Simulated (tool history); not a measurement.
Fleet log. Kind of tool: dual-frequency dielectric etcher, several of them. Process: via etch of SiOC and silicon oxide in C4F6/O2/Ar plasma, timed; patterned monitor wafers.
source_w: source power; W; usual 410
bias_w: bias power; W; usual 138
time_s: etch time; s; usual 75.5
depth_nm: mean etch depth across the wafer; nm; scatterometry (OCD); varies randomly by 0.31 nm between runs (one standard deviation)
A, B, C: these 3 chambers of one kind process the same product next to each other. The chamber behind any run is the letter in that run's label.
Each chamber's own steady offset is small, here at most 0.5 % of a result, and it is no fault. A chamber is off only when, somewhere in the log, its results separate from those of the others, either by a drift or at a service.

run	hour	source_w	bias_w	time_s	hours since the last wet clean	hours since the last source power generator calibration	hours since the last bias power generator calibration	read-back reference wafer on the same gauge, depth_nm	depth_nm
1B	5.3	410	138	75.5	194.1	1537.2	2141.2	90.064	79.221
2A	12.8	410	138	75.5	471.3	887.9	2342.9	89.934	79.947
# hour 17.5: chamber A: wet clean of the chamber
3C	20.6	410	138	75.5	380.1	1030.4	3323.9	89.934	79.666
4B	28.9	410	138	75.5	217.7	1560.8	2164.8	89.978	79.449
5A	33.0	410	121	75.5	15.6	908.1	2363.1	89.975	76.073
6C	37.3	410	121	75.5	396.8	1047.1	3340.6	89.956	76.966
7B	42.8	410	121	75.5	231.6	1574.7	2178.7	90.062	76.588
8A	51.2	410	138	75.5	33.8	926.3	2381.3	89.920	79.418
9C	55.8	410	138	75.5	415.3	1065.6	3359.1	90.062	79.975
10B	61.1	410	121	75.5	249.9	1593.0	2197.0	90.053	75.754
11C	67.3	410	121	75.5	426.8	1077.1	3370.6	90.033	76.336
12A	75.1	410	121	75.5	57.7	950.2	2405.2	89.992	76.711
13C	82.2	410	138	75.5	441.7	1092.0	3385.5	89.963	79.120
14B	90.1	410	138	75.5	278.9	1622.0	2226.0	90.026	78.930
15A	95.5	410	138	75.5	78.1	970.6	2425.6	89.931	79.327
16A	103.8	410	138	75.5	86.4	978.9	2433.9	90.096	79.502
17B	111.5	410	138	75.5	300.3	1643.4	2247.4	89.978	78.268
# hour 111.6: chamber C: wet clean of the chamber
18C	116.2	360	106	75.5	4.7	1126.0	3419.5	90.010	70.345
19A	124.0	360	106	75.5	106.6	999.1	2454.1	90.045	69.796
20B	129.6	360	106	75.5	318.4	1661.5	2265.5	89.978	68.569
21C	136.1	410	138	75.5	24.6	1145.9	3439.4	90.054	79.230
22A	139.9	410	138	75.5	122.5	1015.0	2470.0	89.959	79.828
23C	143.6	410	138	75.5	32.1	1153.4	3446.9	90.040	79.758
24B	148.5	410	138	75.5	337.3	1680.4	2284.4	89.974	77.019
25B	156.1	410	138	75.5	344.9	1688.0	2292.0	90.016	77.274
26C	162.5	410	138	75.5	51.0	1172.3	3465.8	89.967	79.721
27A	167.3	410	138	75.5	149.9	1042.4	2497.4	89.946	79.590
28B	173.5	410	138	75.5	362.3	1705.4	2309.4	90.009	77.366
29A	178.2	410	138	75.5	160.8	1053.3	2508.3	90.058	79.083
# hour 185.8: chamber B: source power generator calibrated
30C	186.3	410	138	75.5	74.8	1196.1	3489.6	90.000	79.097
31B	192.0	410	138	75.5	380.8	6.2	2327.9	89.998	76.838
32A	197.5	410	138	75.5	180.1	1072.6	2527.6	89.970	79.114
33C	203.7	410	138	75.5	92.2	1213.5	3507.0	90.035	79.890
34A	208.8	410	138	75.5	191.4	1083.9	2538.9	90.073	79.248

What goes on in this fleet: one chamber off, a drifting gauge, or nothing beyond the chambers' own small offsets? Name the chamber and the cause, if any.

Little by little, chamber B moves away from the other chambers.
Cause: etch rate under this chamber's usual, % = 4.07.

Chamber B could run next with any of the 4 candidate recipes listed below; each alters the usual settings, and their results appear as question marks. Which one brings its results back in line with what the other chambers deliver on the usual settings?
Allowed miss from the other chambers' usual-settings mean, per result, to count as in line: depth_nm 1.100 nm
35B-1	214.9	400	136	71.0					?
35B-2	214.9	410	158	75.5					?
35B-3	214.9	410	118	75.5					?
35B-4	214.9	420	140	80.0					?

Other chambers, usual settings, mean: depth_nm 79.585 nm
run	depth_nm
35B-1	70.658
35B-2	79.429
35B-3	72.769
35B-4	81.882
35B-2 brings the chamber back in line.

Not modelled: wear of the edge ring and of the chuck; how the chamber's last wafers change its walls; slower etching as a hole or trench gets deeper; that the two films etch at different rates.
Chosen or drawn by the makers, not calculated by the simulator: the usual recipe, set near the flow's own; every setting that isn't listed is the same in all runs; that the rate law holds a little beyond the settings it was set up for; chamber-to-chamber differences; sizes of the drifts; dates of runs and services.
